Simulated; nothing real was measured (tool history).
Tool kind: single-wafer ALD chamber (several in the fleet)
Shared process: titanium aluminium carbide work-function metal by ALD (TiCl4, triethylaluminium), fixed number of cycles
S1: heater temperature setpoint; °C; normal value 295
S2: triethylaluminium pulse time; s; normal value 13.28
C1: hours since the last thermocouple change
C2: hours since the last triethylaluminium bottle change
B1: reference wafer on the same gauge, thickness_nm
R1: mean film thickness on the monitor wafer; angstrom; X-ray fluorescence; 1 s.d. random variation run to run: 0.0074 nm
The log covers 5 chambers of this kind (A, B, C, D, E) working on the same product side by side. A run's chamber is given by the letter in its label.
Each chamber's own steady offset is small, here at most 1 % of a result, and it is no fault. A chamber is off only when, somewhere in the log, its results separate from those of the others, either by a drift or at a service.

At hour 0.9: chamber C: triethylaluminium bottle replaced.
Run 1B, hour 9.6: usual settings; C1 583.1; C2 752.4; B1 2.0805. Result: R1 19.97 angstrom.
Run 2D, hour 14.3: usual settings; C1 343.9; C2 149.3; B1 2.08. Result: R1 19.842 angstrom.
Run 3A, hour 24.3: usual settings; C1 817.7; C2 349.4; B1 2.081. Result: R1 20.042 angstrom.
Run 4E, hour 32.7: usual settings; C1 304.6; C2 669.4; B1 2.0807. Result: R1 19.975 angstrom.
Run 5C, hour 37.8: usual settings; C1 690.2; C2 36.9; B1 2.0816. Result: R1 19.812 angstrom.
Run 6D, hour 45.9: usual settings; C1 375.5; C2 180.9; B1 2.0799. Result: R1 19.942 angstrom.
Run 7B, hour 51.3: usual settings; C1 624.8; C2 794.1; B1 2.0808. Result: R1 19.975 angstrom.
Run 8A, hour 61.1: usual settings; C1 854.5; C2 386.2; B1 2.0774. Result: R1 20.019 angstrom.
Run 9E, hour 69.5: usual settings; C1 341.4; C2 706.2; B1 2.0785. Result: R1 19.897 angstrom.
Run 10C, hour 77.2: usual settings; C1 729.6; C2 76.3; B1 2.0806. Result: R1 19.914 angstrom.
Run 11E, hour 82.9: usual settings; C1 354.8; C2 719.6; B1 2.0783. Result: R1 19.796 angstrom.
Run 12B, hour 88.2: usual settings; C1 661.7; C2 831; B1 2.0797. Result: R1 19.776 angstrom.
Run 13D, hour 96.2: usual settings; C1 425.8; C2 231.2; B1 2.0816. Result: R1 19.964 angstrom.
Run 14C, hour 103.9: usual settings; C1 756.3; C2 103; B1 2.0815. Result: R1 19.873 angstrom.
Run 15A, hour 113.1: usual settings; C1 906.5; C2 438.2; B1 2.0795. Result: R1 19.995 angstrom.
Run 16A, hour 120.1: usual settings; C1 913.5; C2 445.2; B1 2.0797. Result: R1 20.071 angstrom.
Run 17D, hour 127.7: usual settings but S1 306 °C, S2 8.33 s; C1 457.3; C2 262.7; B1 2.0807. Result: R1 19.993 angstrom.
Run 18B, hour 134.5: usual settings but S1 306 °C, S2 8.33 s; C1 708; C2 877.3; B1 2.0798. Result: R1 19.812 angstrom.
Run 19E, hour 142.5: usual settings but S1 306 °C, S2 8.33 s; C1 414.4; C2 779.2; B1 2.0796. Result: R1 19.98 angstrom.
Run 20C, hour 150.4: usual settings but S1 306 °C, S2 8.33 s; C1 802.8; C2 149.5; B1 2.0788. Result: R1 19.858 angstrom.
Run 21E, hour 160.4: usual settings but S1 306 °C, S2 8.33 s; C1 432.3; C2 797.1; B1 2.0817. Result: R1 20.024 angstrom.
Run 22A, hour 165.4: usual settings; C1 958.8; C2 490.5; B1 2.0794. Result: R1 20.028 angstrom.
Run 23B, hour 175.2: usual settings; C1 748.7; C2 918; B1 2.0819. Result: R1 19.865 angstrom.
Run 24D, hour 184.8: usual settings; C1 514.4; C2 319.8; B1 2.079. Result: R1 19.935 angstrom.
Run 25C, hour 192.5: usual settings; C1 844.9; C2 191.6; B1 2.0803. Result: R1 19.996 angstrom.
Run 26B, hour 200: usual settings; C1 773.5; C2 942.8; B1 2.0798. Result: R1 19.843 angstrom.
Run 27A, hour 206.9: usual settings; C1 1000.3; C2 532; B1 2.0787. Result: R1 19.858 angstrom.
Run 28D, hour 216.9: usual settings; C1 546.5; C2 351.9; B1 2.0798. Result: R1 19.897 angstrom.
Run 29C, hour 225.9: usual settings; C1 878.3; C2 225; B1 2.0806. Result: R1 19.919 angstrom.
Run 30E, hour 231: usual settings but S1 285 °C, S2 18.43 s; C1 502.9; C2 867.7; B1 2.0804. Result: R1 19.19 angstrom.
Run 31D, hour 238.6: usual settings but S1 285 °C, S2 18.43 s; C1 568.2; C2 373.6; B1 2.0786. Result: R1 19.209 angstrom.
Run 32C, hour 247.7: usual settings but S1 285 °C, S2 18.43 s; C1 900.1; C2 246.8; B1 2.079. Result: R1 19.397 angstrom.
Run 33A, hour 256.3: usual settings but S1 285 °C, S2 18.43 s; C1 1049.7; C2 581.4; B1 2.0794. Result: R1 19.305 angstrom.
Run 34E, hour 265.3: usual settings but S1 285 °C, S2 18.43 s; C1 537.2; C2 902; B1 2.0791. Result: R1 19.326 angstrom.

The same settings go to every chamber for the next run, one line per chamber below. Forecast the results for each:
Run 35A, hour 273: usual settings. Result: R1 ?.
Run 35B, hour 273: usual settings. Result: R1 ?.
Run 35C, hour 273: usual settings. Result: R1 ?.
Run 35D, hour 273: usual settings. Result: R1 ?.
Run 35E, hour 273: usual settings. Result: R1 ?.

run      R1
35A  19.939
35B  19.958
35C   19.96
35D  19.942
35E  19.827
